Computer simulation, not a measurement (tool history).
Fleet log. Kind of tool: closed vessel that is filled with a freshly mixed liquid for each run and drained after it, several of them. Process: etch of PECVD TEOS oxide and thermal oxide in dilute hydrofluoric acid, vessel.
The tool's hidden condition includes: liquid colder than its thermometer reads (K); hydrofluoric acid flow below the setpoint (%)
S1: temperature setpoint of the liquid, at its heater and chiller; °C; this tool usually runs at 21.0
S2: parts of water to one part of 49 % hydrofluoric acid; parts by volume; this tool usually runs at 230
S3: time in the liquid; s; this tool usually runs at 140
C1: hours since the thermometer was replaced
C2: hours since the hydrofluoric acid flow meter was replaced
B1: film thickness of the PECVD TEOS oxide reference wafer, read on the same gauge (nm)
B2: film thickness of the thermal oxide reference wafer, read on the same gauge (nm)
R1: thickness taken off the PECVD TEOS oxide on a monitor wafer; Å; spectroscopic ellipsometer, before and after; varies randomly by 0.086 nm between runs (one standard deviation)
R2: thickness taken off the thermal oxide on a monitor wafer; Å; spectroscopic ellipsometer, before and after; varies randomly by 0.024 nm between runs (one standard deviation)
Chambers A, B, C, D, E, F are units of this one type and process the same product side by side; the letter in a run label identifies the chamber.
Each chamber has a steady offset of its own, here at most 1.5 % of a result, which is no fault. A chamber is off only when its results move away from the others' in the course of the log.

| run | hour | S1 | S2 | S3 | C1 | C2 | B1 | B2 | R1 | R2 |
|---|---|---|---|---|---|---|---|---|---|---|
| 1D | 7.6 | 21.0 | 230 | 140 | 599.4 | 955.0 | 69.983 | 120.02 | 111.030 | 21.705 |
| 2E | 14.3 | 21.0 | 230 | 140 | 475.6 | 1803.8 | 69.983 | 120.01 | 111.620 | 21.560 |
| 3C | 18.7 | 21.0 | 230 | 140 | 824.7 | 1132.4 | 69.988 | 119.99 | 109.480 | 21.702 |
| 4F | 26.8 | 21.0 | 230 | 140 | 637.9 | 1067.3 | 70.007 | 120.01 | 111.430 | 22.185 |
| 5A | 33.3 | 21.0 | 230 | 140 | 562.4 | 181.7 | 69.982 | 120.01 | 112.050 | 21.244 |
| 6B | 37.6 | 21.0 | 230 | 140 | 492.3 | 223.2 | 70.008 | 119.97 | 112.810 | 21.150 |
| 7C | 44.6 | 21.0 | 230 | 140 | 850.6 | 1158.3 | 69.986 | 120.02 | 111.990 | 21.708 |
| 8B | 52.6 | 21.0 | 230 | 140 | 507.3 | 238.2 | 70.019 | 120.00 | 112.420 | 21.609 |
| 9A | 58.9 | 21.0 | 230 | 140 | 588.0 | 207.3 | 70.008 | 119.98 | 111.160 | 21.095 |
| 10E | 64.2 | 21.0 | 230 | 140 | 525.5 | 1853.7 | 69.992 | 120.00 | 112.090 | 21.473 |
| 11D | 70.9 | 21.0 | 230 | 140 | 662.7 | 1018.3 | 69.988 | 120.02 | 110.810 | 21.860 |
| 12F | 76.1 | 21.0 | 230 | 140 | 687.2 | 1116.6 | 70.011 | 119.99 | 112.060 | 21.401 |
| 13F | 82.6 | 21.0 | 230 | 140 | 693.7 | 1123.1 | 70.007 | 119.98 | 112.050 | 21.661 |
| 14B | 89.7 | 21.0 | 230 | 140 | 544.4 | 275.3 | 70.004 | 119.99 | 113.560 | 21.112 |
| 15A | 98.2 | 21.0 | 230 | 140 | 627.3 | 246.6 | 69.982 | 119.98 | 110.870 | 21.007 |
| 16D | 106.6 | 21.0 | 230 | 140 | 698.4 | 1054.0 | 69.962 | 119.99 | 110.360 | 21.566 |
| 17C | 110.4 | 25.5 | 120 | 140 | 916.4 | 1224.1 | 69.979 | 119.97 | 289.480 | 55.644 |
| 18E | 116.1 | 25.5 | 120 | 140 | 577.4 | 1905.6 | 70.017 | 119.99 | 288.130 | 55.407 |
| 19B | 123.7 | 25.5 | 120 | 140 | 578.4 | 309.3 | 69.992 | 120.02 | 288.300 | 55.108 |
| 20D | 131.2 | 25.5 | 120 | 140 | 723.0 | 1078.6 | 69.966 | 120.02 | 288.960 | 55.765 |
| 21F | 135.0 | 25.5 | 120 | 140 | 746.1 | 1175.5 | 69.971 | 120.00 | 290.060 | 55.516 |
|  | 136.9 | chamber D: hydrofluoric acid flow meter replaced |
| 22A | 143.3 | 25.5 | 120 | 140 | 672.4 | 291.7 | 70.015 | 120.00 | 283.980 | 54.993 |
| 23E | 147.6 | 21.0 | 230 | 140 | 608.9 | 1937.1 | 69.960 | 120.01 | 111.980 | 21.282 |
| 24C | 153.9 | 21.0 | 230 | 140 | 959.9 | 1267.6 | 70.010 | 120.02 | 110.750 | 21.355 |
| 25E | 162.2 | 21.0 | 230 | 140 | 623.5 | 1951.7 | 70.011 | 119.99 | 110.780 | 20.993 |
| 26A | 170.0 | 21.0 | 230 | 140 | 699.1 | 318.4 | 69.981 | 119.97 | 112.540 | 21.662 |
| 27C | 175.3 | 21.0 | 230 | 140 | 981.3 | 1289.0 | 69.984 | 120.03 | 111.940 | 21.721 |
| 28F | 182.0 | 21.0 | 230 | 140 | 793.1 | 1222.5 | 69.982 | 119.96 | 112.380 | 21.509 |
| 29B | 189.6 | 21.0 | 230 | 200 | 644.3 | 375.2 | 70.006 | 119.99 | 159.690 | 30.404 |
| 30D | 197.4 | 21.0 | 230 | 200 | 789.2 | 60.6 | 69.994 | 119.96 | 160.110 | 30.914 |
| 31C | 201.5 | 21.0 | 230 | 200 | 1007.5 | 1315.2 | 70.015 | 120.01 | 161.300 | 31.069 |
| 32B | 206.5 | 21.0 | 230 | 200 | 661.2 | 392.1 | 70.001 | 120.00 | 161.550 | 30.624 |
| 33F | 210.6 | 21.0 | 230 | 200 | 821.7 | 1251.1 | 70.028 | 120.00 | 160.900 | 30.943 |
| 34D | 215.6 | 21.0 | 230 | 200 | 807.4 | 78.8 | 70.015 | 120.01 | 159.270 | 31.231 |
| 35A | 222.6 | 21.0 | 230 | 140 | 751.7 | 371.0 | 69.997 | 120.04 | 112.520 | 21.573 |
| 36E | 228.5 | 21.0 | 230 | 140 | 689.8 | 2018.0 | 69.989 | 120.01 | 110.780 | 21.233 |
| 37D | 237.1 | 21.0 | 230 | 140 | 828.9 | 100.3 | 69.988 | 120.02 | 110.280 | 21.528 |
| 38B | 245.0 | 21.0 | 230 | 140 | 699.7 | 430.6 | 70.008 | 120.00 | 112.710 | 21.290 |
| 39A | 250.9 | 21.0 | 230 | 140 | 780.0 | 399.3 | 69.967 | 119.98 | 112.340 | 21.256 |
| 40F | 255.3 | 21.0 | 230 | 140 | 866.4 | 1295.8 | 69.972 | 120.03 | 112.600 | 21.243 |

The same settings go to every chamber for the next run, one line per chamber below. Forecast the results for each:
| 41A | 261.4 | 21.0 | 230 | 105 |  |  |  |  | ? | ? |
| 41B | 261.4 | 21.0 | 230 | 105 |  |  |  |  | ? | ? |
| 41C | 261.4 | 21.0 | 230 | 105 |  |  |  |  | ? | ? |
| 41D | 261.4 | 21.0 | 230 | 105 |  |  |  |  | ? | ? |
| 41E | 261.4 | 21.0 | 230 | 105 |  |  |  |  | ? | ? |
| 41F | 261.4 | 21.0 | 230 | 105 |  |  |  |  | ? | ? |

| run | R1 | R2 |
|---|---|---|
| 41A | 84.008 | 16.298 |
| 41B | 83.731 | 15.955 |
| 41C | 84.446 | 16.227 |
| 41D | 82.917 | 16.322 |
| 41E | 83.519 | 15.918 |
| 41F | 83.229 | 16.389 |

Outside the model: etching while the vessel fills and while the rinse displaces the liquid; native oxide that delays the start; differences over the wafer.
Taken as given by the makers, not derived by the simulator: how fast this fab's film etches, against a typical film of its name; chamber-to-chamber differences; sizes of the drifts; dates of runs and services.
